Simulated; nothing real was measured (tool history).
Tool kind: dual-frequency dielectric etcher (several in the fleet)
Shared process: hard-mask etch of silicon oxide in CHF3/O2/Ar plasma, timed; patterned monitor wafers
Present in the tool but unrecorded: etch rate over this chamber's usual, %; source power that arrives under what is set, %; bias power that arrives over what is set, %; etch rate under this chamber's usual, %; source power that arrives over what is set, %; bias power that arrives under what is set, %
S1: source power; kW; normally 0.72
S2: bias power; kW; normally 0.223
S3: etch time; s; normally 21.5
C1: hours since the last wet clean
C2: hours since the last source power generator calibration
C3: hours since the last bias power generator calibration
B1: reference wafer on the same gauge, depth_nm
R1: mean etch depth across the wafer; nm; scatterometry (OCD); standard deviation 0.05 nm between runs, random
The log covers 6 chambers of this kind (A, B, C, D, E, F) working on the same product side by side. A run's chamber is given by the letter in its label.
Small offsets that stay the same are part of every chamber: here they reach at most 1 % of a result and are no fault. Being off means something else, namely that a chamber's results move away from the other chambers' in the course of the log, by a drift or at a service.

{"run": "1E", "hour": 8.4, "S1": 0.72, "S2": 0.223, "S3": 21.5, "C1": 26.7, "C2": 856, "C3": 2141, "B1": 50.402, "R1": 48.93}
{"run": "2F", "hour": 18.4, "S1": 0.72, "S2": 0.223, "S3": 21.5, "C1": 287.5, "C2": 700.8, "C3": 947.8, "B1": 50.41, "R1": 49.115}
{"run": "3B", "hour": 25.0, "S1": 0.72, "S2": 0.223, "S3": 21.5, "C1": 163.6, "C2": 3831.3, "C3": 674, "B1": 50.409, "R1": 49.07}
{"run": "4C", "hour": 34.8, "S1": 0.72, "S2": 0.223, "S3": 21.5, "C1": 142.8, "C2": 582.5, "C3": 2847.8, "B1": 50.425, "R1": 48.779}
{"run": "5A", "hour": 43.1, "S1": 0.72, "S2": 0.259, "S3": 21.5, "C1": 103.9, "C2": 895, "C3": 75.3, "B1": 50.436, "R1": 51.67}
{"run": "6D", "hour": 50.1, "S1": 0.72, "S2": 0.259, "S3": 21.5, "C1": 108.6, "C2": 1489.1, "C3": 682.3, "B1": 50.428, "R1": 51.201}
{"run": "7A", "hour": 55.5, "S1": 0.72, "S2": 0.259, "S3": 21.5, "C1": 116.3, "C2": 907.4, "C3": 87.7, "B1": 50.433, "R1": 51.715}
{"run": "8E", "hour": 63.3, "S1": 0.72, "S2": 0.259, "S3": 21.5, "C1": 81.6, "C2": 910.9, "C3": 2195.9, "B1": 50.457, "R1": 51.63}
{"run": "9C", "hour": 72.2, "S1": 0.72, "S2": 0.259, "S3": 21.5, "C1": 180.2, "C2": 619.9, "C3": 2885.2, "B1": 50.445, "R1": 51.452}
{"run": "10B", "hour": 81.3, "S1": 0.72, "S2": 0.259, "S3": 21.5, "C1": 219.9, "C2": 3887.6, "C3": 730.3, "B1": 50.454, "R1": 51.73}
{"run": "11D", "hour": 90.0, "S1": 0.72, "S2": 0.223, "S3": 21.5, "C1": 148.5, "C2": 1529, "C3": 722.2, "B1": 50.467, "R1": 48.596}
{"run": "12F", "hour": 97.0, "S1": 0.72, "S2": 0.223, "S3": 21.5, "C1": 366.1, "C2": 779.4, "C3": 1026.4, "B1": 50.443, "R1": 49.2}
{"run": "13F", "hour": 107.0, "S1": 0.72, "S2": 0.182, "S3": 15.5, "C1": 376.1, "C2": 789.4, "C3": 1036.4, "B1": 50.459, "R1": 33.138}
{"run": "14B", "hour": 111.6, "S1": 0.72, "S2": 0.182, "S3": 15.5, "C1": 250.2, "C2": 3917.9, "C3": 760.6, "B1": 50.458, "R1": 33.128}
{"run": "15A", "hour": 121.9, "S1": 0.72, "S2": 0.182, "S3": 15.5, "C1": 182.7, "C2": 973.8, "C3": 154.1, "B1": 50.473, "R1": 33.069}
{"run": "16D", "hour": 126.9, "S1": 0.72, "S2": 0.182, "S3": 15.5, "C1": 185.4, "C2": 1565.9, "C3": 759.1, "B1": 50.48, "R1": 32.718}
{"run": "17E", "hour": 134.0, "S1": 0.72, "S2": 0.182, "S3": 15.5, "C1": 152.3, "C2": 981.6, "C3": 2266.6, "B1": 50.473, "R1": 33.022}
{"run": "18C", "hour": 141.3, "S1": 0.72, "S2": 0.182, "S3": 15.5, "C1": 249.3, "C2": 689, "C3": 2954.3, "B1": 50.493, "R1": 32.771}
{"run": "19B", "hour": 149.7, "S1": 0.72, "S2": 0.223, "S3": 21.5, "C1": 288.3, "C2": 3956, "C3": 798.7, "B1": 50.492, "R1": 49.142}
{"run": "20D", "hour": 159.2, "S1": 0.72, "S2": 0.223, "S3": 21.5, "C1": 217.7, "C2": 1598.2, "C3": 791.4, "B1": 50.484, "R1": 48.564}
{"hour": 162.5, "done": "chamber F: wet clean of the chamber"}
{"run": "21E", "hour": 164.8, "S1": 0.65, "S2": 0.223, "S3": 21.5, "C1": 183.1, "C2": 1012.4, "C3": 2297.4, "B1": 50.505, "R1": 47.134}
{"run": "22C", "hour": 172.1, "S1": 0.65, "S2": 0.223, "S3": 21.5, "C1": 280.1, "C2": 719.8, "C3": 2985.1, "B1": 50.502, "R1": 46.987}
{"run": "23A", "hour": 179.0, "S1": 0.65, "S2": 0.223, "S3": 21.5, "C1": 239.8, "C2": 1030.9, "C3": 211.2, "B1": 50.508, "R1": 47.35}
{"run": "24F", "hour": 184.2, "S1": 0.65, "S2": 0.223, "S3": 21.5, "C1": 21.7, "C2": 866.6, "C3": 1113.6, "B1": 50.525, "R1": 47.355}
{"run": "25F", "hour": 193.0, "S1": 0.65, "S2": 0.223, "S3": 21.5, "C1": 30.5, "C2": 875.4, "C3": 1122.4, "B1": 50.529, "R1": 47.366}
{"run": "26B", "hour": 198.4, "S1": 0.65, "S2": 0.223, "S3": 21.5, "C1": 337, "C2": 4004.7, "C3": 847.4, "B1": 50.517, "R1": 47.386}
{"run": "27E", "hour": 203.5, "S1": 0.72, "S2": 0.223, "S3": 21.5, "C1": 221.8, "C2": 1051.1, "C3": 2336.1, "B1": 50.535, "R1": 49.121}
{"run": "28C", "hour": 212.8, "S1": 0.72, "S2": 0.223, "S3": 21.5, "C1": 320.8, "C2": 760.5, "C3": 3025.8, "B1": 50.531, "R1": 48.849}
{"run": "29D", "hour": 222.9, "S1": 0.72, "S2": 0.223, "S3": 21.5, "C1": 281.4, "C2": 1661.9, "C3": 855.1, "B1": 50.556, "R1": 48.623}
{"run": "30A", "hour": 232.2, "S1": 0.72, "S2": 0.181, "S3": 15.5, "C1": 293, "C2": 1084.1, "C3": 264.4, "B1": 50.536, "R1": 33.09}
{"run": "31A", "hour": 241.2, "S1": 0.72, "S2": 0.181, "S3": 15.5, "C1": 302, "C2": 1093.1, "C3": 273.4, "B1": 50.548, "R1": 33.115}
{"run": "32E", "hour": 251.7, "S1": 0.72, "S2": 0.181, "S3": 15.5, "C1": 270, "C2": 1099.3, "C3": 2384.3, "B1": 50.552, "R1": 33.056}
{"run": "33F", "hour": 258.4, "S1": 0.72, "S2": 0.181, "S3": 15.5, "C1": 95.9, "C2": 940.8, "C3": 1187.8, "B1": 50.565, "R1": 33.139}
{"run": "34D", "hour": 267.2, "S1": 0.72, "S2": 0.181, "S3": 15.5, "C1": 325.7, "C2": 1706.2, "C3": 899.4, "B1": 50.572, "R1": 32.734}
{"run": "35C", "hour": 272.6, "S1": 0.72, "S2": 0.181, "S3": 15.5, "C1": 380.6, "C2": 820.3, "C3": 3085.6, "B1": 50.562, "R1": 32.803}
{"run": "36B", "hour": 278.1, "S1": 0.72, "S2": 0.263, "S3": 26.5, "C1": 416.7, "C2": 4084.4, "C3": 927.1, "B1": 50.569, "R1": 64.237}
{"run": "37E", "hour": 286.0, "S1": 0.72, "S2": 0.263, "S3": 26.5, "C1": 304.3, "C2": 1133.6, "C3": 2418.6, "B1": 50.566, "R1": 64.358}
{"hour": 286.1, "done": "chamber A: wet clean of the chamber"}
{"run": "38D", "hour": 293.7, "S1": 0.72, "S2": 0.263, "S3": 26.5, "C1": 352.2, "C2": 1732.7, "C3": 925.9, "B1": 50.59, "R1": 63.599}
{"run": "39F", "hour": 300.0, "S1": 0.72, "S2": 0.263, "S3": 26.5, "C1": 137.5, "C2": 982.4, "C3": 1229.4, "B1": 50.591, "R1": 64.422}
{"run": "40B", "hour": 308.3, "S1": 0.72, "S2": 0.263, "S3": 26.5, "C1": 446.9, "C2": 4114.6, "C3": 957.3, "B1": 50.598, "R1": 64.367}
{"run": "41A", "hour": 316.5, "S1": 0.72, "S2": 0.263, "S3": 26.5, "C1": 30.5, "C2": 1168.4, "C3": 348.7, "B1": 50.594, "R1": 64.242}
{"run": "42C", "hour": 327.2, "S1": 0.72, "S2": 0.223, "S3": 21.5, "C1": 435.2, "C2": 874.9, "C3": 3140.2, "B1": 50.599, "R1": 48.861}
{"run": "43A", "hour": 333.6, "S1": 0.72, "S2": 0.223, "S3": 18.5, "C1": 47.6, "C2": 1185.5, "C3": 365.8, "B1": 50.613, "R1": 42.433}

Decide between three cases: one chamber stands off from its peers, the gauge reading all wafers drifts, or nothing is wrong past each chamber's small offset. Where a chamber is off, say which and what most likely put it there.

Every chamber seems to shift together because the gauge that measures them all drifts; the chambers themselves are fine.
Most likely cause: gauge reads high (%) = 0.418.

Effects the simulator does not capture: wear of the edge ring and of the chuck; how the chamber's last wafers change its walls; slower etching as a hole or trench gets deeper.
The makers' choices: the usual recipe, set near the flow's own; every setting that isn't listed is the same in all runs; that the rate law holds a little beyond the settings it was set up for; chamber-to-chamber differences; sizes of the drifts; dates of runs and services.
